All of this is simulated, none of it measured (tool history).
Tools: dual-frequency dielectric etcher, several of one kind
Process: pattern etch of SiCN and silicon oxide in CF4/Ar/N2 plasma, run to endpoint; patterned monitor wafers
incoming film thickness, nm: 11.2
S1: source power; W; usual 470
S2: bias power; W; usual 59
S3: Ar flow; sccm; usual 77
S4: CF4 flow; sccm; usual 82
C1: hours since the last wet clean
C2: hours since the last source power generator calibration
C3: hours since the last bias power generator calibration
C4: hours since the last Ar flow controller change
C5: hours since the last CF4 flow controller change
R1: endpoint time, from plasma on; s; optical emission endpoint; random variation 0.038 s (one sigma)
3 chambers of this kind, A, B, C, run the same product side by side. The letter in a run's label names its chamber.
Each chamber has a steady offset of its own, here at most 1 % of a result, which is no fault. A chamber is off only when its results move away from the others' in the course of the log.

| run | day | S1 | S2 | S3 | S4 | C1 | C2 | C3 | C4 | C5 | R1 |
|---|---|---|---|---|---|---|---|---|---|---|---|
| 1A | 0.108 | 470 | 59 | 77 | 82 | 276.0 | 1755.9 | 1722.3 | 1743.0 | 2168.8 | 12.615 |
| 2C | 0.275 | 470 | 59 | 77 | 82 | 83.9 | 485.5 | 1032.7 | 2560.0 | 1883.8 | 12.402 |
| 3B | 0.367 | 470 | 59 | 77 | 82 | 146.0 | 151.9 | 717.9 | 818.3 | 913.8 | 12.540 |
| 4A | 0.546 | 470 | 59 | 77 | 82 | 286.5 | 1766.4 | 1732.8 | 1753.5 | 2179.3 | 12.579 |
| 5B | 0.692 | 470 | 59 | 77 | 82 | 153.8 | 159.7 | 725.7 | 826.1 | 921.6 | 12.585 |
| 6C | 0.796 | 470 | 59 | 77 | 82 | 96.4 | 498.0 | 1045.2 | 2572.5 | 1896.3 | 12.473 |
| 7C | 0.946 | 470 | 59 | 77 | 82 | 100.0 | 501.6 | 1048.8 | 2576.1 | 1899.9 | 12.457 |
| 8B | 1.150 | 470 | 59 | 77 | 82 | 164.8 | 170.7 | 736.7 | 837.1 | 932.6 | 12.545 |
| 9A | 1.262 | 470 | 45 | 77 | 90 | 303.7 | 1783.6 | 1750.0 | 1770.7 | 2196.5 | 13.396 |
| 10A | 1.417 | 470 | 45 | 77 | 90 | 307.4 | 1787.3 | 1753.7 | 1774.4 | 2200.2 | 13.449 |
| 11B | 1.542 | 470 | 45 | 77 | 90 | 174.2 | 180.1 | 746.1 | 846.5 | 942.0 | 13.403 |
| 12C | 1.717 | 470 | 59 | 77 | 82 | 118.5 | 520.1 | 1067.3 | 2594.6 | 1918.4 | 12.431 |
| 13C | 1.842 | 470 | 59 | 77 | 82 | 121.5 | 523.1 | 1070.3 | 2597.6 | 1921.4 | 12.494 |
| 14B | 2.029 | 410 | 59 | 84 | 82 | 185.9 | 191.8 | 757.8 | 858.2 | 953.7 | 14.202 |
| 15A | 2.133 | 410 | 59 | 84 | 82 | 324.6 | 1804.5 | 1770.9 | 1791.6 | 2217.4 | 14.310 |
| 16C | 2.338 | 410 | 59 | 84 | 82 | 133.4 | 535.0 | 1082.2 | 2609.5 | 1933.3 | 14.373 |
| 17B | 2.483 | 470 | 59 | 77 | 82 | 196.8 | 202.7 | 768.7 | 869.1 | 964.6 | 12.536 |
| 18A | 2.588 | 380 | 59 | 77 | 82 | 335.5 | 1815.4 | 1781.8 | 1802.5 | 2228.3 | 15.144 |
| 19B | 2.733 | 380 | 59 | 77 | 82 | 202.8 | 208.7 | 774.7 | 875.1 | 970.6 | 15.075 |
| 20C | 2.846 | 380 | 59 | 77 | 82 | 145.6 | 547.2 | 1094.4 | 2621.7 | 1945.5 | 15.332 |
| 21A | 3.038 | 470 | 59 | 77 | 82 | 346.3 | 1826.2 | 1792.6 | 1813.3 | 2239.1 | 12.606 |
| 22C | 3.208 | 470 | 59 | 77 | 82 | 154.3 | 555.9 | 1103.1 | 2630.4 | 1954.2 | 12.588 |
| 23A | 3.300 | 470 | 59 | 77 | 82 | 352.6 | 1832.5 | 1798.9 | 1819.6 | 2245.4 | 12.513 |
| 24B | 3.458 | 470 | 59 | 77 | 82 | 220.2 | 226.1 | 792.1 | 892.5 | 988.0 | 12.516 |
| 25B | 3.571 | 470 | 59 | 77 | 82 | 222.9 | 228.8 | 794.8 | 895.2 | 990.7 | 12.487 |
| 26C | 3.775 | 470 | 59 | 77 | 82 | 167.9 | 569.5 | 1116.7 | 2644.0 | 1967.8 | 12.717 |
| 27A | 3.933 | 470 | 59 | 77 | 82 | 367.8 | 1847.7 | 1814.1 | 1834.8 | 2260.6 | 12.643 |
| 28B | 4.133 | 470 | 59 | 77 | 82 | 236.4 | 242.3 | 808.3 | 908.7 | 1004.2 | 12.543 |
| 29A | 4.338 | 470 | 59 | 77 | 82 | 377.5 | 1857.4 | 1823.8 | 1844.5 | 2270.3 | 12.610 |
| 30C | 4.492 | 470 | 59 | 91 | 101 | 185.1 | 586.7 | 1133.9 | 2661.2 | 1985.0 | 12.704 |
| 31A | 4.579 | 470 | 59 | 91 | 101 | 383.3 | 1863.2 | 1829.6 | 1850.3 | 2276.1 | 12.504 |
| 32C | 4.771 | 470 | 59 | 91 | 101 | 191.8 | 593.4 | 1140.6 | 2667.9 | 1991.7 | 12.801 |
| 33B | 4.875 | 470 | 59 | 77 | 82 | 254.2 | 260.1 | 826.1 | 926.5 | 1022.0 | 12.528 |
| 34C | 4.996 | 470 | 59 | 77 | 101 | 197.2 | 598.8 | 1146.0 | 2673.3 | 1997.1 | 12.518 |

All 3 chambers run these settings next. Forecast each chamber's results:
| 35A | 5.142 | 470 | 59 | 77 | 82 |  |  |  |  |  | ? |
| 35B | 5.142 | 470 | 59 | 77 | 82 |  |  |  |  |  | ? |
| 35C | 5.142 | 470 | 59 | 77 | 82 |  |  |  |  |  | ? |

| run | R1 |
|---|---|
| 35A | 12.565 |
| 35B | 12.483 |
| 35C | 12.925 |
